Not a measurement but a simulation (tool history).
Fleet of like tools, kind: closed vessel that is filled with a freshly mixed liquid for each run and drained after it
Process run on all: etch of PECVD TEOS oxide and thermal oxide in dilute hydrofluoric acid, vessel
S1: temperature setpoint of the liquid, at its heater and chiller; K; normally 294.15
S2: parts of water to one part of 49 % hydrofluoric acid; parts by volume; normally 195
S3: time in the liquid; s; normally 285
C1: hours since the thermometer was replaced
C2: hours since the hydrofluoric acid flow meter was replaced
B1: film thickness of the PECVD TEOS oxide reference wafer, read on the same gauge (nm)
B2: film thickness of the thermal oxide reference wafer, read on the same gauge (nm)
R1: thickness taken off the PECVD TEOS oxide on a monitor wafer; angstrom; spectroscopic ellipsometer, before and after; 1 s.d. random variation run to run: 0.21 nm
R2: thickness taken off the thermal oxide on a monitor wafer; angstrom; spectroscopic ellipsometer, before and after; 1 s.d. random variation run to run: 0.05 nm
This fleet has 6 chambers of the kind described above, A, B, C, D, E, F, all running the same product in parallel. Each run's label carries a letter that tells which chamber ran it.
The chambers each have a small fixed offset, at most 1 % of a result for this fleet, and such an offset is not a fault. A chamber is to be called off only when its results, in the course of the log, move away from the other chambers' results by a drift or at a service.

| run | hour | S1 | S2 | S3 | C1 | C2 | B1 | B2 | R1 | R2 |
|---|---|---|---|---|---|---|---|---|---|---|
| 1A | 7.2 | 294.15 | 195 | 285 | 165.7 | 899.2 | 140.01 | 90.015 | 255.00 | 55.981 |
| 2B | 20.6 | 294.15 | 195 | 285 | 761.5 | 742.5 | 140.04 | 90.029 | 259.54 | 57.006 |
| 3E | 28.6 | 294.15 | 195 | 285 | 2546.9 | 330.8 | 140.03 | 89.986 | 260.51 | 56.339 |
| 4D | 35.5 | 294.15 | 195 | 285 | 141.8 | 681.6 | 139.96 | 90.023 | 262.53 | 55.511 |
| 5F | 47.3 | 294.15 | 195 | 285 | 320.2 | 859.6 | 140.03 | 90.009 | 258.56 | 55.723 |
| 6C | 57.1 | 294.15 | 195 | 285 | 703.4 | 154.6 | 139.95 | 89.981 | 259.00 | 56.564 |
| 7C | 64.9 | 294.15 | 195 | 285 | 711.2 | 162.4 | 140.04 | 90.000 | 266.79 | 56.968 |
| 8F | 75.8 | 294.15 | 195 | 285 | 348.7 | 888.1 | 140.01 | 89.988 | 259.25 | 57.357 |
| 9D | 82.5 | 294.15 | 195 | 450 | 188.8 | 728.6 | 140.03 | 89.999 | 417.22 | 88.050 |
| 10B | 88.8 | 294.15 | 195 | 450 | 829.7 | 810.7 | 139.99 | 89.943 | 404.96 | 87.877 |
| 11A | 96.5 | 294.15 | 195 | 450 | 255.0 | 988.5 | 140.03 | 89.988 | 406.30 | 88.489 |
| 12E | 103.9 | 294.15 | 195 | 450 | 2622.2 | 406.1 | 139.97 | 89.972 | 411.94 | 89.047 |
| 13F | 113.2 | 294.15 | 195 | 450 | 386.1 | 925.5 | 140.00 | 89.988 | 411.09 | 89.153 |
|  | 120.9 | chamber E: thermometer replaced |
| 14C | 122.9 | 294.15 | 195 | 450 | 769.2 | 220.4 | 139.97 | 89.977 | 414.37 | 90.075 |
| 15B | 130.2 | 294.15 | 285 | 285 | 871.1 | 852.1 | 139.98 | 89.967 | 164.81 | 35.083 |
| 16A | 137.6 | 294.15 | 285 | 285 | 296.1 | 1029.6 | 140.00 | 90.056 | 160.85 | 35.343 |
| 17D | 146.4 | 294.15 | 285 | 285 | 252.7 | 792.5 | 139.98 | 90.002 | 163.64 | 35.248 |
| 18E | 156.5 | 294.15 | 285 | 285 | 35.6 | 458.7 | 139.98 | 89.991 | 159.00 | 35.085 |
| 19F | 170.2 | 294.15 | 285 | 285 | 443.1 | 982.5 | 139.99 | 89.989 | 163.13 | 35.592 |
| 20C | 177.2 | 294.15 | 285 | 285 | 823.5 | 274.7 | 140.01 | 89.983 | 164.08 | 35.920 |
| 21A | 183.3 | 294.15 | 195 | 285 | 341.8 | 1075.3 | 139.97 | 89.995 | 254.85 | 56.077 |
| 22E | 196.6 | 294.15 | 195 | 285 | 75.7 | 498.8 | 139.97 | 90.023 | 258.99 | 55.354 |
| 23B | 210.6 | 294.15 | 195 | 285 | 951.5 | 932.5 | 140.02 | 89.976 | 259.94 | 56.657 |
|  | 218.0 | chamber F: hydrofluoric acid flow meter replaced |
| 24D | 218.5 | 294.15 | 195 | 285 | 324.8 | 864.6 | 139.93 | 89.975 | 259.92 | 55.345 |
| 25A | 225.9 | 294.15 | 250 | 285 | 384.4 | 1117.9 | 139.94 | 90.002 | 190.92 | 41.700 |
| 26D | 235.2 | 294.15 | 250 | 285 | 341.5 | 881.3 | 140.00 | 90.014 | 195.92 | 41.236 |
| 27E | 245.3 | 294.15 | 250 | 285 | 124.4 | 547.5 | 140.00 | 89.994 | 191.56 | 41.519 |
| 28B | 256.6 | 294.15 | 250 | 285 | 997.5 | 978.5 | 140.06 | 89.988 | 189.33 | 41.519 |
| 29C | 264.7 | 294.15 | 250 | 285 | 911.0 | 362.2 | 140.04 | 90.012 | 196.68 | 42.468 |
| 30F | 272.3 | 294.15 | 250 | 285 | 545.2 | 54.3 | 140.01 | 89.981 | 193.99 | 42.512 |
| 31F | 281.1 | 294.15 | 195 | 285 | 554.0 | 63.1 | 139.99 | 90.013 | 258.32 | 57.180 |
| 32D | 290.8 | 294.15 | 195 | 285 | 397.1 | 936.9 | 140.04 | 90.016 | 258.78 | 55.002 |
| 33C | 300.9 | 294.15 | 195 | 285 | 947.2 | 398.4 | 139.98 | 90.021 | 262.73 | 56.922 |
| 34B | 309.9 | 294.15 | 195 | 285 | 1050.8 | 1031.8 | 139.98 | 90.020 | 257.45 | 56.082 |
| 35A | 320.3 | 294.15 | 195 | 285 | 478.8 | 1212.3 | 140.02 | 90.000 | 258.06 | 55.767 |
| 36E | 328.6 | 294.15 | 195 | 285 | 207.7 | 630.8 | 140.02 | 89.994 | 256.44 | 55.322 |
| 37B | 339.4 | 294.15 | 195 | 285 | 1080.3 | 1061.3 | 140.02 | 90.007 | 259.97 | 56.809 |
|  | 346.4 | chamber B: thermometer replaced |
| 38C | 350.3 | 294.15 | 195 | 285 | 996.6 | 447.8 | 140.00 | 90.013 | 258.75 | 56.785 |
| 39A | 357.2 | 294.15 | 195 | 285 | 515.7 | 1249.2 | 139.98 | 90.015 | 258.15 | 56.461 |
| 40F | 363.4 | 290.65 | 235 | 285 | 636.3 | 145.4 | 140.01 | 89.967 | 183.23 | 39.718 |
|  | 369.5 | chamber B: hydrofluoric acid flow meter replaced |
| 41D | 373.7 | 290.65 | 235 | 285 | 480.0 | 1019.8 | 139.97 | 89.982 | 181.58 | 38.725 |
| 42E | 381.5 | 290.65 | 235 | 285 | 260.6 | 683.7 | 140.05 | 90.026 | 178.83 | 39.257 |
| 43B | 391.6 | 290.65 | 235 | 285 | 45.3 | 22.1 | 139.96 | 89.997 | 181.03 | 39.719 |

Has any chamber moved away from the others, gradually or after a service, or does the common gauge drift, or do the chambers differ only by their own small steady offsets? State the chamber and the most likely cause if one applies.

No chamber is off and the gauge is stable; the differences are just each chamber's small, constant offset.
